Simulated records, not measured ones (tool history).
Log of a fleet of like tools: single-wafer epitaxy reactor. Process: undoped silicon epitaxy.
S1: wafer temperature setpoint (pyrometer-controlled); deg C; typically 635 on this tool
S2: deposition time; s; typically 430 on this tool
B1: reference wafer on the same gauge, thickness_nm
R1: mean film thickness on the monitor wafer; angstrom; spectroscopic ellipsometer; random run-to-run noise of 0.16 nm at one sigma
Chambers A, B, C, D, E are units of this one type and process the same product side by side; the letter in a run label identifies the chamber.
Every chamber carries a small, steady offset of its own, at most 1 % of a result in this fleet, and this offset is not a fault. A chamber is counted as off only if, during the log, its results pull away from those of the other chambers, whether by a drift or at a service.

run 1C hour=11.9 | S1=635 S2=430 | B1=50.873 | R1=515.21
run 2E hour=21.0 | S1=635 S2=430 | B1=50.922 | R1=519.23
run 3D hour=33.1 | S1=635 S2=430 | B1=50.897 | R1=522.23
run 4B hour=47.1 | S1=635 S2=430 | B1=50.872 | R1=514.12
run 5A hour=54.7 | S1=635 S2=430 | B1=50.886 | R1=519.42
-- hour=58.1 chamber E: pyrometer calibrated
run 6B hour=62.9 | S1=625 S2=430 | B1=50.900 | R1=408.11
run 7C hour=71.2 | S1=625 S2=430 | B1=50.879 | R1=411.13
run 8D hour=82.0 | S1=625 S2=430 | B1=50.888 | R1=411.08
-- hour=82.5 chamber C: pyrometer calibrated
run 9E hour=89.1 | S1=625 S2=430 | B1=50.884 | R1=412.42
run 10A hour=97.1 | S1=625 S2=430 | B1=50.907 | R1=412.38
run 11A hour=109.1 | S1=635 S2=430 | B1=50.939 | R1=520.85
run 12B hour=117.6 | S1=635 S2=430 | B1=50.954 | R1=515.14
run 13C hour=129.5 | S1=635 S2=430 | B1=50.908 | R1=520.75
run 14E hour=137.2 | S1=635 S2=430 | B1=50.891 | R1=515.35
run 15D hour=147.6 | S1=635 S2=430 | B1=50.844 | R1=520.68
run 16A hour=154.2 | S1=635 S2=430 | B1=50.926 | R1=518.20
run 17E hour=163.2 | S1=635 S2=430 | B1=50.848 | R1=516.96
run 18B hour=171.1 | S1=635 S2=430 | B1=50.880 | R1=514.12
run 19D hour=179.6 | S1=635 S2=398 | B1=50.895 | R1=481.74
run 20C hour=188.5 | S1=635 S2=398 | B1=50.863 | R1=480.14
run 21A hour=202.1 | S1=635 S2=398 | B1=50.889 | R1=481.01
run 22D hour=209.1 | S1=635 S2=398 | B1=50.937 | R1=482.51
run 23E hour=218.9 | S1=635 S2=398 | B1=50.893 | R1=480.50
run 24B hour=232.5 | S1=635 S2=430 | B1=50.869 | R1=512.86
run 25C hour=242.6 | S1=646 S2=430 | B1=50.908 | R1=661.79
run 26C hour=250.4 | S1=646 S2=430 | B1=50.892 | R1=659.08
run 27D hour=257.6 | S1=646 S2=430 | B1=50.903 | R1=668.62
run 28B hour=268.1 | S1=646 S2=430 | B1=50.897 | R1=657.99
run 29A hour=281.1 | S1=646 S2=430 | B1=50.912 | R1=662.22
run 30E hour=290.1 | S1=635 S2=430 | B1=50.877 | R1=518.59
run 31D hour=296.5 | S1=635 S2=430 | B1=50.927 | R1=518.01
run 32C hour=309.5 | S1=635 S2=430 | B1=50.895 | R1=518.31
run 33B hour=324.0 | S1=635 S2=430 | B1=50.898 | R1=512.99
run 34A hour=336.6 | S1=635 S2=430 | B1=50.916 | R1=518.08
run 35E hour=348.3 | S1=635 S2=430 | B1=50.881 | R1=517.30
run 36D hour=359.7 | S1=635 S2=430 | B1=50.909 | R1=520.99
run 37B hour=369.2 | S1=635 S2=430 | B1=50.871 | R1=512.95
run 38A hour=382.6 | S1=635 S2=430 | B1=50.924 | R1=516.10
run 39C hour=396.4 | S1=635 S2=430 | B1=50.912 | R1=516.85
run 40E hour=405.1 | S1=635 S2=430 | B1=50.941 | R1=519.61
run 41B hour=415.1 | S1=635 S2=430 | B1=50.943 | R1=512.52
run 42E hour=429.3 | S1=635 S2=468 | B1=50.903 | R1=564.75

Which is it: a chamber that has drifted or been left off by a service, a gauge drift common to all chambers, or only each chamber's usual small offset? If a chamber is off, name it and its likeliest cause.

Neither any chamber nor the gauge drifts; the chambers differ only by their own small, steady offsets.
